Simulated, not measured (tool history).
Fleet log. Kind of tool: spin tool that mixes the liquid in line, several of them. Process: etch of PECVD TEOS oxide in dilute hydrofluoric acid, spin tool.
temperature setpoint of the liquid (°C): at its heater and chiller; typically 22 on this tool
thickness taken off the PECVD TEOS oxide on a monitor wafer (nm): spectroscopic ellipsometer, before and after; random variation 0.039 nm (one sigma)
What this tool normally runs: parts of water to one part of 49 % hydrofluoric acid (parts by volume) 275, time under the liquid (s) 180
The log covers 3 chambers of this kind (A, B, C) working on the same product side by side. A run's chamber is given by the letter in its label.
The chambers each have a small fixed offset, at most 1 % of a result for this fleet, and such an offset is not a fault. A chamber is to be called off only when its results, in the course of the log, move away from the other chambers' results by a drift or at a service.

| run | hour | temperature setpoint of the liquid (°C) | parts of water to one part of 49 % hydrofluoric acid (parts by volume) | time under the liquid (s) | hours since the thermometer was replaced | hours since the hydrofluoric acid flow meter was replaced | read-back film thickness of the PECVD TEOS oxide reference wafer, read on the same gauge (nm) | thickness taken off the PECVD TEOS oxide on a monitor wafer (nm) |
|---|---|---|---|---|---|---|---|---|
| 1B | 7.3 | 22 | 275 | 180 | 1137.3 | 565.7 | 130.00 | 4.3289 |
| 2C | 16.1 | 22 | 275 | 180 | 1551.8 | 358.7 | 130.00 | 4.3936 |
| 3A | 29.4 | 22 | 275 | 180 | 1160.7 | 243.0 | 130.00 | 4.3287 |
| 4C | 37.7 | 22 | 275 | 180 | 1573.4 | 380.3 | 130.03 | 4.3772 |
| 5A | 46.8 | 22 | 275 | 180 | 1178.1 | 260.4 | 129.95 | 4.3127 |
| 6B | 60.0 | 22 | 275 | 180 | 1190.0 | 618.4 | 130.00 | 4.3754 |
| 7A | 67.9 | 22 | 275 | 180 | 1199.2 | 281.5 | 130.01 | 4.3100 |
| 8C | 79.1 | 22 | 275 | 180 | 1614.8 | 421.7 | 129.99 | 4.2746 |
| 9B | 90.7 | 22 | 275 | 180 | 1220.7 | 649.1 | 129.97 | 4.3459 |
| 10A | 98.3 | 22 | 275 | 180 | 1229.6 | 311.9 | 130.01 | 4.3159 |
| 11B | 109.1 | 22 | 275 | 180 | 1239.1 | 667.5 | 130.00 | 4.3109 |
| 12C | 122.4 | 22 | 275 | 180 | 1658.1 | 465.0 | 130.02 | 4.2417 |
| 13B | 132.5 | 22 | 275 | 180 | 1262.5 | 690.9 | 130.03 | 4.3158 |
| 14C | 142.8 | 22 | 275 | 180 | 1678.5 | 485.4 | 129.97 | 4.2955 |
| 15A | 150.1 | 22 | 275 | 180 | 1281.4 | 363.7 | 130.02 | 4.3615 |
| 16A | 160.8 | 22 | 275 | 180 | 1292.1 | 374.4 | 129.97 | 4.4108 |
| 17C | 168.5 | 22 | 275 | 180 | 1704.2 | 511.1 | 129.99 | 4.3140 |
| 18B | 176.5 | 22 | 275 | 180 | 1306.5 | 734.9 | 130.02 | 4.3929 |
| 19A | 189.8 | 22 | 275 | 180 | 1321.1 | 403.4 | 130.03 | 4.4783 |
| 20C | 198.7 | 22 | 275 | 180 | 1734.4 | 541.3 | 130.00 | 4.3516 |
| 21B | 208.1 | 22 | 405 | 230 | 1338.1 | 766.5 | 129.99 | 3.3052 |
| 22C | 218.4 | 22 | 405 | 230 | 1754.1 | 561.0 | 129.98 | 3.4209 |
| 23B | 226.7 | 22 | 405 | 230 | 1356.7 | 785.1 | 130.03 | 3.3270 |
| 24A | 236.9 | 22 | 275 | 180 | 1368.2 | 450.5 | 130.00 | 4.5647 |
| 25A | 248.6 | 22 | 275 | 180 | 1379.9 | 462.2 | 130.00 | 4.5889 |
| 26C | 261.4 | 22 | 275 | 180 | 1797.1 | 604.0 | 130.02 | 4.2513 |
| 27B | 274.6 | 22 | 275 | 180 | 1404.6 | 833.0 | 129.99 | 4.3604 |
| 28B | 287.3 | 22 | 275 | 180 | 1417.3 | 845.7 | 130.01 | 4.2970 |
| 29C | 295.0 | 22 | 275 | 180 | 1830.7 | 637.6 | 130.02 | 4.3049 |
| 30A | 302.8 | 22 | 275 | 180 | 1434.1 | 516.4 | 129.97 | 4.6350 |
| 31A | 312.9 | 22 | 275 | 180 | 1444.2 | 526.5 | 130.02 | 4.7490 |
| 32C | 321.4 | 22 | 275 | 180 | 1857.1 | 664.0 | 130.01 | 4.3180 |
| 33B | 333.8 | 22 | 275 | 180 | 1463.8 | 892.2 | 130.03 | 4.3078 |
| 34B | 339.8 | 22 | 275 | 180 | 1469.8 | 898.2 | 129.99 | 4.3535 |
| 35C | 348.3 | 22 | 275 | 180 | 1884.0 | 690.9 | 130.01 | 4.3200 |

Predict what each chamber gives when all 3 of them run the settings below next.
| 36A | 357.9 | 22 | 275 | 180 |  |  |  | ? |
| 36B | 357.9 | 22 | 275 | 180 |  |  |  | ? |
| 36C | 357.9 | 22 | 275 | 180 |  |  |  | ? |

| run | thickness taken off the PECVD TEOS oxide on a monitor wafer (nm) |
|---|---|
| 36A | 4.8671 |
| 36B | 4.4151 |
| 36C | 4.3364 |
